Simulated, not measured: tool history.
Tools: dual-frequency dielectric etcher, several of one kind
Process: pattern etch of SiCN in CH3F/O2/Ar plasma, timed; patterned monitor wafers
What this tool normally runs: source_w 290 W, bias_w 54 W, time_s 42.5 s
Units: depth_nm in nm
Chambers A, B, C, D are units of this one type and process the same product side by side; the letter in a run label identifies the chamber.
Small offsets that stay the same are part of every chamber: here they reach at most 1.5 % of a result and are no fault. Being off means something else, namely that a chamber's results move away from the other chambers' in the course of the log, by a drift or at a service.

run     day  source_w  bias_w  time_s  hours since the last wet clean  hours since the last source power generator calibration  hours since the last bias power generator calibration  read-back reference wafer on the same gauge, depth_nm  depth_nm
 1B   0.429       290      54    42.5                            62.8                                                   1789.1                                                 2246.6                                                 12.892    12.571
 2A   0.854       290      54    42.5                           496.4                                                   2784.1                                                 4153.9                                                 12.900    12.841
 3D   1.396       290      54    42.5                           470.6                                                    644.4                                                 1573.3                                                 12.898    12.688
 4C   1.867       290      54    42.5                           250.4                                                    810.6                                                  593.4                                                 12.902    12.706
 5D   2.462       290      54    42.5                           496.2                                                    670.0                                                 1598.9                                                 12.902    12.679
 6C   3.075       290      54    42.5                           279.4                                                    839.6                                                  622.4                                                 12.909    12.718
 7B   3.342       290      54    42.5                           132.7                                                   1859.0                                                 2316.5                                                 12.913    12.559
 8A   3.808       290      54    42.5                           567.3                                                   2855.0                                                 4224.8                                                 12.908    12.916
 9C   4.350       290      54    42.5                           310.0                                                    870.2                                                  653.0                                                 12.885    12.511
10D   4.729       270      46    42.5                           550.6                                                    724.4                                                 1653.3                                                 12.905    11.756
      4.917  -- chamber A: wet clean of the chamber
11A   5.192       270      46    42.5                             6.7                                                   2888.2                                                 4258.0                                                 12.900    11.797
12B   5.750       270      46    42.5                           190.5                                                   1916.8                                                 2374.3                                                 12.879    11.666
13D   6.021       270      46    42.5                           581.6                                                    755.4                                                 1684.3                                                 12.890    11.744
14C   6.475       290      54    42.5                           361.0                                                    921.2                                                  704.0                                                 12.897    12.628
      6.888  -- chamber C: wet clean of the chamber
15A   7.075       290      54    42.5                            51.9                                                   2933.4                                                 4303.2                                                 12.896    12.847
16B   7.438       290      54    42.5                           231.0                                                   1957.3                                                 2414.8                                                 12.905    12.581
      7.679  -- chamber D: wet clean of the chamber
17A   7.796       290      54    42.5                            69.2                                                   2950.7                                                 4320.5                                                 12.897    12.924
18D   8.383       290      61    36.5                            16.9                                                    812.1                                                 1741.0                                                 12.930    11.905
19B   8.883       290      61    36.5                           265.7                                                   1992.0                                                 2449.5                                                 12.906    11.203
20C   9.192       290      61    36.5                            55.4                                                    986.4                                                  769.2                                                 12.883    11.435
21D   9.775       290      61    36.5                            50.3                                                    845.5                                                 1774.4                                                 12.897    11.922
22B  10.104       310      54    42.5                           295.0                                                   2021.3                                                 2478.8                                                 12.916    13.133
23A  10.392       310      54    42.5                           131.5                                                   3013.0                                                 4382.8                                                 12.894    13.280
24C  10.896       310      54    42.5                            96.3                                                   1027.3                                                  810.1                                                 12.907    12.782
25A  11.192       310      54    42.5                           150.7                                                   3032.2                                                 4402.0                                                 12.898    13.306
26C  11.717       290      54    42.5                           116.0                                                   1047.0                                                  829.8                                                 12.898    12.663
27D  12.154       290      54    42.5                           107.4                                                    902.6                                                 1831.5                                                 12.889    13.236
28B  12.692       290      54    42.5                           357.1                                                   2083.4                                                 2540.9                                                 12.882    12.634
29C  12.975       290      54    42.5                           146.2                                                   1077.2                                                  860.0                                                 12.894    12.636
30A  13.254       270      66    42.5                           200.2                                                   3081.7                                                 4451.5                                                 12.903    13.614
31D  13.717       270      66    42.5                           144.9                                                    940.1                                                 1869.0                                                 12.902    13.843
     14.150  -- chamber A: bias power generator calibrated
32B  14.229       270      66    42.5                           394.0                                                   2120.3                                                 2577.8                                                 12.881    13.260
33D  14.583       270      66    42.5                           165.7                                                    960.9                                                 1889.8                                                 12.913    13.870
34B  14.875       290      54    42.5                           409.5                                                   2135.8                                                 2593.3                                                 12.877    12.700
35A  15.233       290      54    42.5                           247.7                                                   3129.2                                                   26.1                                                 12.896    12.861
36C  15.779       290      54    42.5                           213.5                                                   1144.5                                                  927.3                                                 12.906    12.548
37C  16.317       290      54    42.5                           226.4                                                   1157.4                                                  940.2                                                 12.893    12.607

For the next run the whole fleet of 4 chambers uses the same settings. Give each chamber's results:
38A  16.758       290      68    42.5                                                                                                                                                                                                                ?
38B  16.758       290      68    42.5                                                                                                                                                                                                                ?
38C  16.758       290      68    42.5                                                                                                                                                                                                                ?
38D  16.758       290      68    42.5                                                                                                                                                                                                                ?

run  depth_nm
38A    13.849
38B    13.872
38C    13.684
38D    14.438

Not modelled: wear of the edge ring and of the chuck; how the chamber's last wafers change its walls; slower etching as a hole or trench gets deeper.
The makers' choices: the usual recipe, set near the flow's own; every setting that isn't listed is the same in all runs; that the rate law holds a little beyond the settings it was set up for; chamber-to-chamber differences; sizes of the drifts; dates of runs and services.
